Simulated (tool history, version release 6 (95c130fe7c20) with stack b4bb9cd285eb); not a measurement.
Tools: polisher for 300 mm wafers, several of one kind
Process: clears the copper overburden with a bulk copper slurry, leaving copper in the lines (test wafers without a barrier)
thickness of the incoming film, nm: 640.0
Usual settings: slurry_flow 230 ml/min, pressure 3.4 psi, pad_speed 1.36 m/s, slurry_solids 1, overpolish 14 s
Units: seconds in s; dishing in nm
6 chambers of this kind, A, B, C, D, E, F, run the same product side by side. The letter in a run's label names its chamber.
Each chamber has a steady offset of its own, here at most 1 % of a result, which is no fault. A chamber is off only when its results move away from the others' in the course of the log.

run	hour	slurry_flow	pressure	pad_speed	slurry_solids	overpolish	wafers polished on this pad	hours since the slurry nozzle was cleaned	hours since the head pressure was calibrated	hours since the slurry blender was calibrated	seconds	dishing
1C	7.5	230	3.4	1.36	1	14	294	223.2	590.5	167.2	53.068	69.171
2A	18.6	230	3.4	1.36	1	14	422	293.6	389.8	50.4	51.576	68.448
3D	26.2	230	3.4	1.36	1	14	421	36.4	1543.6	356.3	52.237	68.6
# hour 35.2: chamber D: head pressure recalibrated
4F	36	230	3.4	1.36	1	14	746	106.1	1154.5	135.8	52.258	67.444
# hour 41.5: chamber F: worn pad replaced by a new one
5B	42.7	230	3.4	1.36	1	14	634	375	779.4	102	52.895	67.742
6E	51	230	3.4	1.36	1	14	590	129.6	1067.4	61.8	51.937	72.112
7F	59.7	230	3.4	1.36	1	14	197	129.8	1178.2	159.5	52.235	70.786
# hour 62.1: chamber C: worn pad replaced by a new one
8D	71.8	230	3.4	1.36	1	14	915	82	36.7	401.9	52.069	68.829
9C	79.3	230	3.4	1.36	1	14	186	295	662.3	239	52.739	66.541
# hour 85.1: chamber E: worn pad replaced by a new one
10E	88.1	230	3.4	1.36	1	14	33	166.7	1104.5	98.9	52.568	65.733
# hour 90.4: chamber A: worn pad replaced by a new one
11B	95.3	230	3.4	1.36	1	14	1203	427.6	832	154.6	51.778	71.475
12A	104.8	230	3.4	1.36	1	14	155	379.8	476	136.6	51.273	68.951
# hour 105.9: chamber B: slurry blender recalibrated
# hour 108.2: chamber F: worn pad replaced by a new one
# hour 108.7: chamber D: slurry blender recalibrated
# hour 114: chamber B: worn pad replaced by a new one
13F	115.2	230	3.4	1.36	1	14	76	185.3	1233.7	215	51.692	67.334
# hour 118.9: chamber D: worn pad replaced by a new one
14B	121.2	230	3.4	1.36	1	14	78	453.5	857.9	15.4	52.573	70.78
# hour 122.7: chamber F: head pressure recalibrated
# hour 122.8: chamber A: slurry nozzle cleaned
# hour 132.6: chamber C: worn pad replaced by a new one
15A	133.8	230	3.4	1.36	1	14	469	11	505	165.6	51.73	70.836
# hour 134.6: chamber C: slurry blender recalibrated
16D	141.3	230	3.4	1.36	1	14	242	151.5	106.2	32.7	51.724	65.616
# hour 145: chamber F: slurry nozzle cleaned
17E	150.6	230	3.4	1.36	1	14	709	229.2	1167	161.4	51.917	67.023
# hour 152.3: chamber E: worn pad replaced by a new one
18C	157	230	3.4	1.36	1	14	264	372.7	740	22.4	53.136	66.736
19D	164.4	230	3.4	1.36	1	14	492	174.6	129.3	55.8	51.898	67.9
20C	174	230	3.4	1.36	1	14	448	389.7	757	39.4	52.869	68.371
# hour 175.5: chamber F: worn pad replaced by a new one
21E	186.3	230	3.4	1.36	1	14	368	264.9	1202.7	197.1	52.489	69.97
# hour 187.8: chamber A: worn pad replaced by a new one
22F	194.3	230	3.4	1.36	1	14	203	49.4	71.7	294.1	51.954	69.71
# hour 201.4: chamber C: worn pad replaced by a new one
23B	203.3	230	3.4	1.36	1	14	967	535.6	940	97.5	51.678	68.867
# hour 205.3: chamber F: slurry blender recalibrated
24A	210.3	230	3.4	1.36	1	14	243	87.5	581.5	242.1	51.022	65.303
# hour 212.3: chamber B: worn pad replaced by a new one
25C	220.2	230	2.3	1.36	1	14	204	435.9	803.2	85.6	77.424	53.025
# hour 223.2: chamber E: head pressure recalibrated
26F	227.9	230	2.3	1.36	1	14	567	83	105.3	22.7	76.13	54.911
27B	235	230	2.3	1.36	1	14	246	567.3	971.7	129.2	78.208	56.27
# hour 236: chamber E: worn pad replaced by a new one
# hour 237.2: chamber E: slurry blender recalibrated
# hour 241.3: chamber F: worn pad replaced by a new one
28E	242.7	230	2.3	1.36	1	14	73	321.3	19.6	5.6	76.252	53.692
# hour 247.9: chamber D: slurry nozzle cleaned
# hour 248: chamber D: worn pad replaced by a new one
29A	253.9	230	2.3	1.36	1	14	716	131.1	625.1	285.7	75.074	54.855
30D	266.1	230	2.3	1.36	1	14	196	18.2	231	157.5	77.966	52.785
# hour 277.9: chamber C: worn pad replaced by a new one
31A	277.9	230	3.4	1.36	1	14	975	155.1	649.1	309.7	51.695	69.45
# hour 285.5: chamber A: worn pad replaced by a new one
32D	290	230	3.4	1.36	1	14	455	42.1	254.9	181.4	51.505	67.218
# hour 294.8: chamber C: head pressure recalibrated
# hour 297.1: chamber E: slurry nozzle cleaned
33C	300.6	230	3.4	1.36	1	14	246	516.3	5.9	166	51.952	67.642
# hour 302.4: chamber E: worn pad replaced by a new one
# hour 307.2: chamber F: worn pad replaced by a new one
34B	311	230	3.4	1.36	1	14	1069	643.3	1047.7	205.2	52.301	68.681
# hour 315.9: chamber B: worn pad replaced by a new one
35E	321	230	3.4	1.36	1	14	202	23.9	97.9	83.9	52.28	67.193
# hour 323: chamber B: slurry blender recalibrated
36F	332.4	230	3.4	1.36	1	14	272	187.5	209.8	127.2	51.79	68.536
37B	345.1	230	3.4	1.36	1	14	316	677.4	1081.8	22.2	53.068	68.234
38F	350.7	230	2.6	1.36	1	14	471	205.8	228.1	145.5	68.021	57.857
39E	360	230	2.6	1.36	1	14	624	62.9	136.9	122.9	68.737	59.229
# hour 361.7: chamber C: worn pad replaced by a new one
40C	372.8	230	2.6	1.36	1	14	121	588.5	78.1	238.2	70.56	58.024
41D	378.7	230	2.6	1.36	1	14	1415	130.8	343.6	270.1	67.895	58.787
42A	385.8	230	2.6	1.36	1	14	1086	263	757	417.6	67.905	58.998

What goes on in this fleet: one chamber off, a drifting gauge, or nothing beyond the chambers' own small offsets? Name the chamber and the cause, if any.

No chamber stands off beyond its own small offset, and the gauge holds steady.

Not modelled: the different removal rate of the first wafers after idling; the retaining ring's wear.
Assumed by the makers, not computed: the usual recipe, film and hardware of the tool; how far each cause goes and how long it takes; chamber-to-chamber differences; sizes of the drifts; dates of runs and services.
